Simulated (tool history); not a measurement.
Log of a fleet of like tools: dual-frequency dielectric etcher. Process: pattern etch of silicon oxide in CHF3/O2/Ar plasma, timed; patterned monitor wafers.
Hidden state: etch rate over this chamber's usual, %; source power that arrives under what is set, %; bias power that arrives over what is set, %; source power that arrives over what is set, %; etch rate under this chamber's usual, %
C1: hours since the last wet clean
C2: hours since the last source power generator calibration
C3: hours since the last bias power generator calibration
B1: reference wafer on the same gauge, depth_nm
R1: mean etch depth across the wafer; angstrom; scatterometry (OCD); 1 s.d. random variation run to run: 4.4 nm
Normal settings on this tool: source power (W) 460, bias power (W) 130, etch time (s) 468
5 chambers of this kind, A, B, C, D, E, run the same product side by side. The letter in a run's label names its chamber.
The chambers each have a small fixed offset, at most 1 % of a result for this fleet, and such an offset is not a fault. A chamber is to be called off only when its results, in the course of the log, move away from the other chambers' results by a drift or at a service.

{"run": "1B", "hour": 3.3, "source power (W)": 460, "bias power (W)": 130, "etch time (s)": 468, "C1": 290.2, "C2": 4815.2, "C3": 309.1, "B1": 732.1, "R1": 7502.6}
{"run": "2C", "hour": 7.4, "source power (W)": 460, "bias power (W)": 130, "etch time (s)": 468, "C1": 233.3, "C2": 2680.7, "C3": 1297.5, "B1": 732.4, "R1": 7493.5}
{"run": "3E", "hour": 9.8, "source power (W)": 460, "bias power (W)": 130, "etch time (s)": 468, "C1": 116.6, "C2": 367.3, "C3": 1948.1, "B1": 732.42, "R1": 7547.7}
{"run": "4A", "hour": 14.2, "source power (W)": 460, "bias power (W)": 130, "etch time (s)": 468, "C1": 61.0, "C2": 324.1, "C3": 1228.6, "B1": 732.65, "R1": 7490.9}
{"run": "5D", "hour": 17.6, "source power (W)": 460, "bias power (W)": 130, "etch time (s)": 468, "C1": 83.0, "C2": 65.0, "C3": 426.2, "B1": 731.75, "R1": 7460.6}
{"run": "6D", "hour": 21.6, "source power (W)": 460, "bias power (W)": 130, "etch time (s)": 468, "C1": 87.0, "C2": 69.0, "C3": 430.2, "B1": 731.13, "R1": 7465.8}
{"run": "7A", "hour": 24.9, "source power (W)": 460, "bias power (W)": 130, "etch time (s)": 468, "C1": 71.7, "C2": 334.8, "C3": 1239.3, "B1": 730.98, "R1": 7520.9}
{"run": "8B", "hour": 28.7, "source power (W)": 460, "bias power (W)": 130, "etch time (s)": 468, "C1": 315.6, "C2": 4840.6, "C3": 334.5, "B1": 731.11, "R1": 7432.9}
{"run": "9E", "hour": 31.7, "source power (W)": 520, "bias power (W)": 130, "etch time (s)": 468, "C1": 138.5, "C2": 389.2, "C3": 1970.0, "B1": 731.77, "R1": 7945.8}
{"run": "10C", "hour": 33.8, "source power (W)": 520, "bias power (W)": 130, "etch time (s)": 468, "C1": 259.7, "C2": 2707.1, "C3": 1323.9, "B1": 732.77, "R1": 7819.2}
{"run": "11C", "hour": 37.4, "source power (W)": 520, "bias power (W)": 130, "etch time (s)": 468, "C1": 263.3, "C2": 2710.7, "C3": 1327.5, "B1": 732.15, "R1": 7764.4}
{"run": "12D", "hour": 40.7, "source power (W)": 520, "bias power (W)": 130, "etch time (s)": 468, "C1": 106.1, "C2": 88.1, "C3": 449.3, "B1": 732.97, "R1": 7766.7}
{"run": "13A", "hour": 44.6, "source power (W)": 520, "bias power (W)": 130, "etch time (s)": 468, "C1": 91.4, "C2": 354.5, "C3": 1259.0, "B1": 731.46, "R1": 7858.2}
{"run": "14B", "hour": 48.6, "source power (W)": 460, "bias power (W)": 130, "etch time (s)": 468, "C1": 335.5, "C2": 4860.5, "C3": 354.4, "B1": 731.39, "R1": 7508.9}
{"run": "15E", "hour": 51.8, "source power (W)": 460, "bias power (W)": 130, "etch time (s)": 468, "C1": 158.6, "C2": 409.3, "C3": 1990.1, "B1": 731.82, "R1": 7518.7}
{"run": "16A", "hour": 54.5, "source power (W)": 460, "bias power (W)": 146, "etch time (s)": 468, "C1": 101.3, "C2": 364.4, "C3": 1268.9, "B1": 732.1, "R1": 7798.9}
{"run": "17E", "hour": 56.6, "source power (W)": 460, "bias power (W)": 146, "etch time (s)": 468, "C1": 163.4, "C2": 414.1, "C3": 1994.9, "B1": 731.09, "R1": 7896.8}
{"run": "18D", "hour": 58.8, "source power (W)": 460, "bias power (W)": 146, "etch time (s)": 468, "C1": 124.2, "C2": 106.2, "C3": 467.4, "B1": 731.98, "R1": 7713.6}
{"run": "19C", "hour": 61.9, "source power (W)": 460, "bias power (W)": 146, "etch time (s)": 468, "C1": 287.8, "C2": 2735.2, "C3": 1352.0, "B1": 731.78, "R1": 7591.8}
{"run": "20B", "hour": 65.2, "source power (W)": 460, "bias power (W)": 146, "etch time (s)": 468, "C1": 352.1, "C2": 4877.1, "C3": 371.0, "B1": 730.59, "R1": 7839.5}
{"run": "21E", "hour": 68.2, "source power (W)": 460, "bias power (W)": 130, "etch time (s)": 468, "C1": 175.0, "C2": 425.7, "C3": 2006.5, "B1": 731.85, "R1": 7539.2}
{"run": "22A", "hour": 72.1, "source power (W)": 510, "bias power (W)": 130, "etch time (s)": 468, "C1": 118.9, "C2": 382.0, "C3": 1286.5, "B1": 730.14, "R1": 7755.7}
{"run": "23D", "hour": 74.4, "source power (W)": 510, "bias power (W)": 130, "etch time (s)": 468, "C1": 139.8, "C2": 121.8, "C3": 483.0, "B1": 731.87, "R1": 7718.7}
{"run": "24C", "hour": 77.3, "source power (W)": 510, "bias power (W)": 130, "etch time (s)": 468, "C1": 303.2, "C2": 2750.6, "C3": 1367.4, "B1": 731.56, "R1": 7535.1}
{"run": "25B", "hour": 80.8, "source power (W)": 510, "bias power (W)": 130, "etch time (s)": 468, "C1": 367.7, "C2": 4892.7, "C3": 386.6, "B1": 732.96, "R1": 7791.3}
{"run": "26E", "hour": 83.8, "source power (W)": 510, "bias power (W)": 130, "etch time (s)": 468, "C1": 190.6, "C2": 441.3, "C3": 2022.1, "B1": 731.1, "R1": 7888.7}
{"run": "27D", "hour": 87.1, "source power (W)": 460, "bias power (W)": 130, "etch time (s)": 468, "C1": 152.5, "C2": 134.5, "C3": 495.7, "B1": 730.87, "R1": 7457.0}
{"run": "28C", "hour": 91.1, "source power (W)": 460, "bias power (W)": 130, "etch time (s)": 468, "C1": 317.0, "C2": 2764.4, "C3": 1381.2, "B1": 731.37, "R1": 7117.0}
{"run": "29B", "hour": 94.6, "source power (W)": 460, "bias power (W)": 130, "etch time (s)": 468, "C1": 381.5, "C2": 4906.5, "C3": 400.4, "B1": 731.61, "R1": 7501.6}
{"run": "30A", "hour": 96.7, "source power (W)": 460, "bias power (W)": 130, "etch time (s)": 468, "C1": 143.5, "C2": 406.6, "C3": 1311.1, "B1": 732.6, "R1": 7477.0}
{"run": "31B", "hour": 100.3, "source power (W)": 460, "bias power (W)": 130, "etch time (s)": 468, "C1": 387.2, "C2": 4912.2, "C3": 406.1, "B1": 732.66, "R1": 7496.5}

Is one chamber out of step, is the gauge drifting, or do the chambers differ by no more than their own small offsets? For an off chamber, give its letter and the likeliest cause.

One chamber, C, drifts off from the rest bit by bit.
Most likely cause: etch rate under this chamber's usual, % = 5.35.

Below are 4 candidate recipes for chamber C's next run, each the usual settings with a change, their results shown as question marks. Which of them brings C's results back in line with what the other chambers give on the usual settings?
To be in line, a result may differ from the other chambers' mean on the usual settings by at most: R1 150.0 angstrom
{"run": "32C-1", "hour": 103.7, "source power (W)": 460, "bias power (W)": 130, "etch time (s)": 512.5, "R1": "?"}
{"run": "32C-2", "hour": 103.7, "source power (W)": 460, "bias power (W)": 130, "etch time (s)": 495.5, "R1": "?"}
{"run": "32C-3", "hour": 103.7, "source power (W)": 460, "bias power (W)": 130, "etch time (s)": 440.5, "R1": "?"}
{"run": "32C-4", "hour": 103.7, "source power (W)": 450, "bias power (W)": 128, "etch time (s)": 430.0, "R1": "?"}

The other chambers' mean on the usual settings: R1 7495.4 angstrom
run=32C-1 R1=7749.0
run=32C-2 R1=7492.0
run=32C-3 R1=6660.4
run=32C-4 R1=6415.0
Change 32C-2 lands the chamber within the allowed miss of the other chambers.

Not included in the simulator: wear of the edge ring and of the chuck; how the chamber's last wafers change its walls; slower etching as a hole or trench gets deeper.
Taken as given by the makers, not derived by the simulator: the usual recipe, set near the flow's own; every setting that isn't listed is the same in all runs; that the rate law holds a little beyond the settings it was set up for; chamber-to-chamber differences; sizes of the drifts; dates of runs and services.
